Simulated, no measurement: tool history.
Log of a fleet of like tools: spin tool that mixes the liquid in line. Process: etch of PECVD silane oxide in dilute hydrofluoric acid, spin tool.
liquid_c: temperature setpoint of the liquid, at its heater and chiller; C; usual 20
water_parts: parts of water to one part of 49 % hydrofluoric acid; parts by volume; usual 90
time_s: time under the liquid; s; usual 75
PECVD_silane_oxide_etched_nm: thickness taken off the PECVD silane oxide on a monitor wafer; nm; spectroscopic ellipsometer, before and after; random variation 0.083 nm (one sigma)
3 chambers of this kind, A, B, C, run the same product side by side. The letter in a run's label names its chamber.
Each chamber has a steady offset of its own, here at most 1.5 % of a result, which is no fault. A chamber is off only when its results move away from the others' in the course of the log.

| run | hour | liquid_c | water_parts | time_s | read-back film thickness of the PECVD silane oxide reference wafer, read on the same gauge (nm) | PECVD_silane_oxide_etched_nm |
|---|---|---|---|---|---|---|
| 1C | 5.7 | 20 | 90 | 75 | 29.983 | 21.384 |
| 2A | 15.5 | 20 | 90 | 75 | 29.97 | 21.211 |
| 3B | 28.4 | 20 | 90 | 75 | 30.011 | 21.258 |
| 4B | 35.7 | 20 | 90 | 75 | 30.022 | 21.182 |
| 5C | 41.8 | 20 | 90 | 75 | 29.98 | 21.241 |
| 6A | 52 | 20 | 90 | 75 | 29.989 | 21.12 |
| 7B | 65.3 | 20 | 90 | 75 | 30.034 | 21.398 |
| 8A | 71.3 | 20 | 90 | 75 | 30.016 | 21.138 |
| 9C | 77.8 | 22 | 90 | 75 | 29.999 | 23.16 |
| 10C | 87.9 | 22 | 90 | 75 | 29.989 | 23.457 |
| 11A | 99.3 | 22 | 90 | 75 | 29.995 | 22.841 |
| 12B | 109.9 | 20 | 90 | 75 | 30.02 | 21.232 |
| 13B | 122.2 | 20 | 90 | 75 | 30.013 | 21.136 |
| 14A | 130.4 | 20 | 90 | 75 | 29.997 | 21.078 |
| 15C | 143.4 | 20 | 90 | 75 | 30.017 | 21.737 |
| 16A | 152.8 | 20 | 90 | 75 | 29.994 | 21.019 |
| 17B | 158.8 | 20 | 90 | 75 | 30.011 | 21.21 |
| 18C | 166 | 20 | 90 | 75 | 30.029 | 21.753 |
| 19B | 176 | 20 | 90 | 75 | 30.023 | 21.263 |
| 20A | 182.2 | 20 | 90 | 75 | 29.997 | 21.094 |
| 21C | 194.5 | 20 | 90 | 75 | 30.026 | 21.868 |
| 22B | 205 | 20 | 90 | 75 | 29.996 | 21.213 |
| 23A | 213.1 | 20 | 90 | 75 | 29.963 | 21.087 |
| 24C | 218.9 | 20 | 90 | 75 | 30.022 | 21.849 |
| 25C | 231.8 | 20 | 90 | 75 | 30.007 | 22.023 |
| 26B | 243.4 | 20 | 90 | 75 | 30.003 | 21.355 |

What goes on in this fleet: one chamber off, a drifting gauge, or nothing beyond the chambers' own small offsets? Name the chamber and the cause, if any.

Chamber C drifts away from the others.
Cause: liquid hotter than its thermometer reads (K) = 0.861.
The log may not tell that from: hydrofluoric acid flow above the setpoint (%).

Here are 4 candidates for chamber C's next run, each the usual settings with a change, their results left as question marks. Which one brings its results back in line with what the others give on the usual settings?
In line means no further than this from the other chambers' mean on the usual settings: PECVD_silane_oxide_etched_nm 0.29 nm
| 27C-1 | 252.9 | 20 | 90 | 80 |  | ? |
| 27C-2 | 252.9 | 20 | 90 | 70 |  | ? |
| 27C-3 | 252.9 | 21 | 90 | 75 |  | ? |
| 27C-4 | 252.9 | 19 | 90 | 75 |  | ? |

The other chambers' mean on the usual settings: PECVD_silane_oxide_etched_nm 21.21 nm
| run | PECVD_silane_oxide_etched_nm |
|---|---|
| 27C-1 | 23.64 |
| 27C-2 | 20.685 |
| 27C-3 | 23.077 |
| 27C-4 | 21.276 |
27C-4 brings the chamber back in line.
